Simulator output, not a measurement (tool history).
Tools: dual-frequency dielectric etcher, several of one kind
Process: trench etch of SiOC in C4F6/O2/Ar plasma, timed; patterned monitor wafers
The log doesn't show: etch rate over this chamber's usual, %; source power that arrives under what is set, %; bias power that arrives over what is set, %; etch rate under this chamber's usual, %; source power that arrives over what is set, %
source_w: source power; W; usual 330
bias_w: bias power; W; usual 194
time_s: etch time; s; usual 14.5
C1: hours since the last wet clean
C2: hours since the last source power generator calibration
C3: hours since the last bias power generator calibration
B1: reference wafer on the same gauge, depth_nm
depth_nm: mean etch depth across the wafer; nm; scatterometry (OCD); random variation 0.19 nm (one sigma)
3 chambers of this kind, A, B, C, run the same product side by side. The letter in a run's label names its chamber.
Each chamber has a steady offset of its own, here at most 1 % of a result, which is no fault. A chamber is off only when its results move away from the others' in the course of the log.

{"run": "1C", "day": 0.304, "source_w": 330, "bias_w": 194, "time_s": 14.5, "C1": 85.3, "C2": 1336.3, "C3": 432, "B1": 30.413, "depth_nm": 28.643}
{"run": "2B", "day": 0.504, "source_w": 330, "bias_w": 194, "time_s": 14.5, "C1": 235.4, "C2": 1748.9, "C3": 489.8, "B1": 30.385, "depth_nm": 28.09}
{"run": "3A", "day": 0.667, "source_w": 330, "bias_w": 194, "time_s": 14.5, "C1": 206.2, "C2": 590.6, "C3": 205.7, "B1": 30.406, "depth_nm": 29.035}
{"run": "4A", "day": 0.925, "source_w": 330, "bias_w": 194, "time_s": 14.5, "C1": 212.4, "C2": 596.8, "C3": 211.9, "B1": 30.398, "depth_nm": 28.764}
{"run": "5C", "day": 1.092, "source_w": 330, "bias_w": 194, "time_s": 14.5, "C1": 104.2, "C2": 1355.2, "C3": 450.9, "B1": 30.366, "depth_nm": 28.31}
{"run": "6B", "day": 1.25, "source_w": 270, "bias_w": 194, "time_s": 14.5, "C1": 253.3, "C2": 1766.8, "C3": 507.7, "B1": 30.433, "depth_nm": 26.053}
{"run": "7A", "day": 1.471, "source_w": 270, "bias_w": 194, "time_s": 14.5, "C1": 225.5, "C2": 609.9, "C3": 225, "B1": 30.355, "depth_nm": 26.769}
{"run": "8B", "day": 1.671, "source_w": 270, "bias_w": 194, "time_s": 14.5, "C1": 263.4, "C2": 1776.9, "C3": 517.8, "B1": 30.381, "depth_nm": 25.84}
{"run": "9C", "day": 1.925, "source_w": 330, "bias_w": 194, "time_s": 14.5, "C1": 124.2, "C2": 1375.2, "C3": 470.9, "B1": 30.433, "depth_nm": 28.81}
{"run": "10B", "day": 2.179, "source_w": 390, "bias_w": 194, "time_s": 11.5, "C1": 275.6, "C2": 1789.1, "C3": 530, "B1": 30.393, "depth_nm": 23.602}
{"run": "11A", "day": 2.458, "source_w": 390, "bias_w": 194, "time_s": 11.5, "C1": 249.2, "C2": 633.6, "C3": 248.7, "B1": 30.38, "depth_nm": 24.166}
{"run": "12C", "day": 2.679, "source_w": 390, "bias_w": 194, "time_s": 11.5, "C1": 142.3, "C2": 1393.3, "C3": 489, "B1": 30.43, "depth_nm": 24.254}
{"run": "13A", "day": 2.9, "source_w": 330, "bias_w": 194, "time_s": 14.5, "C1": 259.8, "C2": 644.2, "C3": 259.3, "B1": 30.47, "depth_nm": 28.451}
{"run": "14C", "day": 3.104, "source_w": 330, "bias_w": 194, "time_s": 14.5, "C1": 152.5, "C2": 1403.5, "C3": 499.2, "B1": 30.4, "depth_nm": 28.737}
{"run": "15B", "day": 3.283, "source_w": 250, "bias_w": 194, "time_s": 14.5, "C1": 302.1, "C2": 1815.6, "C3": 556.5, "B1": 30.383, "depth_nm": 24.622}
{"run": "16B", "day": 3.608, "source_w": 250, "bias_w": 194, "time_s": 14.5, "C1": 309.9, "C2": 1823.4, "C3": 564.3, "B1": 30.401, "depth_nm": 24.441}
{"run": "17C", "day": 3.762, "source_w": 250, "bias_w": 194, "time_s": 14.5, "C1": 168.3, "C2": 1419.3, "C3": 515, "B1": 30.423, "depth_nm": 25.581}
{"run": "18A", "day": 4.042, "source_w": 330, "bias_w": 194, "time_s": 14.5, "C1": 287.2, "C2": 671.6, "C3": 286.7, "B1": 30.38, "depth_nm": 28.289}
{"run": "19C", "day": 4.296, "source_w": 330, "bias_w": 194, "time_s": 14.5, "C1": 181.1, "C2": 1432.1, "C3": 527.8, "B1": 30.357, "depth_nm": 28.784}
{"run": "20A", "day": 4.454, "source_w": 330, "bias_w": 194, "time_s": 14.5, "C1": 297.1, "C2": 681.5, "C3": 296.6, "B1": 30.413, "depth_nm": 28.578}
{"run": "21B", "day": 4.638, "source_w": 330, "bias_w": 194, "time_s": 14.5, "C1": 334.6, "C2": 1848.1, "C3": 589, "B1": 30.448, "depth_nm": 27.067}
{"run": "22C", "day": 4.883, "source_w": 330, "bias_w": 194, "time_s": 14.5, "C1": 195.2, "C2": 1446.2, "C3": 541.9, "B1": 30.368, "depth_nm": 28.531}
{"run": "23B", "day": 5.046, "source_w": 330, "bias_w": 194, "time_s": 14.5, "C1": 344.4, "C2": 1857.9, "C3": 598.8, "B1": 30.388, "depth_nm": 27.028}
{"run": "24A", "day": 5.246, "source_w": 330, "bias_w": 194, "time_s": 14.5, "C1": 316.1, "C2": 700.5, "C3": 315.6, "B1": 30.36, "depth_nm": 28.865}

What goes on in this fleet: one chamber off, a drifting gauge, or nothing beyond the chambers' own small offsets? Name the chamber and the cause, if any.

Chamber B drifts away from the others.
Cause: etch rate under this chamber's usual, % = 4.74.

Here are 4 candidates for chamber B's next run, each the usual settings with a change, their results left as question marks. Which one brings its results back in line with what the others give on the usual settings?
In line means no further than this from the other chambers' mean on the usual settings: depth_nm 0.66 nm
{"run": "25B-1", "day": 5.483, "source_w": 380, "bias_w": 194, "time_s": 14.5, "depth_nm": "?"}
{"run": "25B-2", "day": 5.483, "source_w": 350, "bias_w": 194, "time_s": 14.5, "depth_nm": "?"}
{"run": "25B-3", "day": 5.483, "source_w": 310, "bias_w": 194, "time_s": 14.5, "depth_nm": "?"}
{"run": "25B-4", "day": 5.483, "source_w": 300, "bias_w": 179, "time_s": 14.5, "depth_nm": "?"}

The other chambers' mean on the usual settings: depth_nm 28.631 nm
run=25B-1 depth_nm=28.4
run=25B-2 depth_nm=27.499
run=25B-3 depth_nm=26.223
run=25B-4 depth_nm=25.228
25B-1 brings the chamber back in line.

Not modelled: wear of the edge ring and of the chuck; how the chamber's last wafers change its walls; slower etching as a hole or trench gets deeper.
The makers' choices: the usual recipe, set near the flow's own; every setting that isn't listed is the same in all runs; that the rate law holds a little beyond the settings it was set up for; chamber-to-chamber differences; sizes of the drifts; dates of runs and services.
